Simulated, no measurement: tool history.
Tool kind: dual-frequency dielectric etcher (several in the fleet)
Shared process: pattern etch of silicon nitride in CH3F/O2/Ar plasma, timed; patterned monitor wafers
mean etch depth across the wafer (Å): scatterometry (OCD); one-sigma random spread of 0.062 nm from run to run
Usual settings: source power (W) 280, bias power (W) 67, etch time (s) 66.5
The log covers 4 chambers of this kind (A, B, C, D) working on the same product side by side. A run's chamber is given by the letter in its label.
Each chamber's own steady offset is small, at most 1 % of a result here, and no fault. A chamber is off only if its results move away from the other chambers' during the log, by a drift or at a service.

| run | day | source power (W) | bias power (W) | etch time (s) | read-back reference wafer on the same gauge, depth_nm | mean etch depth across the wafer (Å) |
|---|---|---|---|---|---|---|
| 1A | 0.542 | 280 | 67 | 66.5 | 47.613 | 399.34 |
| 2D | 1.083 | 280 | 67 | 66.5 | 47.636 | 397.44 |
| 3C | 1.425 | 280 | 67 | 66.5 | 47.66 | 400.23 |
|  | 1.508 | chamber B: wet clean of the chamber |
| 4B | 1.838 | 280 | 67 | 66.5 | 47.665 | 395.46 |
| 5B | 2.425 | 280 | 67 | 66.5 | 47.655 | 394.93 |
| 6D | 2.733 | 280 | 67 | 66.5 | 47.679 | 397.26 |
| 7A | 3.038 | 280 | 67 | 66.5 | 47.683 | 400.06 |
| 8C | 3.612 | 280 | 67 | 66.5 | 47.703 | 401.17 |
| 9D | 4.238 | 280 | 67 | 66.5 | 47.716 | 398.23 |
| 10B | 4.596 | 280 | 67 | 66.5 | 47.712 | 396.31 |
| 11C | 5.083 | 280 | 67 | 66.5 | 47.748 | 401.31 |
| 12A | 5.517 | 280 | 67 | 82.5 | 47.755 | 497.15 |
| 13D | 6.112 | 280 | 67 | 82.5 | 47.756 | 493.27 |
| 14A | 6.417 | 280 | 67 | 82.5 | 47.772 | 498.68 |
| 15C | 6.962 | 280 | 67 | 82.5 | 47.807 | 497.32 |
| 16B | 7.238 | 280 | 81 | 58 | 47.825 | 368.82 |
| 17C | 7.608 | 280 | 81 | 58 | 47.814 | 374.69 |
| 18A | 7.983 | 280 | 81 | 58 | 47.834 | 374.02 |
|  | 8.233 | chamber C: wet clean of the chamber |
| 19D | 8.504 | 280 | 81 | 58 | 47.852 | 372.18 |
| 20B | 9.088 | 280 | 67 | 66.5 | 47.852 | 397.52 |
| 21C | 9.575 | 230 | 67 | 76 | 47.882 | 427.51 |
|  | 9.696 | chamber A: wet clean of the chamber |
| 22B | 9.875 | 230 | 67 | 76 | 47.866 | 420.4 |
| 23D | 10.321 | 230 | 67 | 76 | 47.891 | 422.24 |
| 24A | 10.629 | 230 | 67 | 76 | 47.899 | 428.05 |

Decide between three cases: one chamber stands off from its peers, the gauge reading all wafers drifts, or nothing is wrong past each chamber's small offset. Where a chamber is off, say which and what most likely put it there.

The gauge drifts, so all chambers seem to drift together. No chamber is off.
Cause: gauge reads high (%) = 0.649.

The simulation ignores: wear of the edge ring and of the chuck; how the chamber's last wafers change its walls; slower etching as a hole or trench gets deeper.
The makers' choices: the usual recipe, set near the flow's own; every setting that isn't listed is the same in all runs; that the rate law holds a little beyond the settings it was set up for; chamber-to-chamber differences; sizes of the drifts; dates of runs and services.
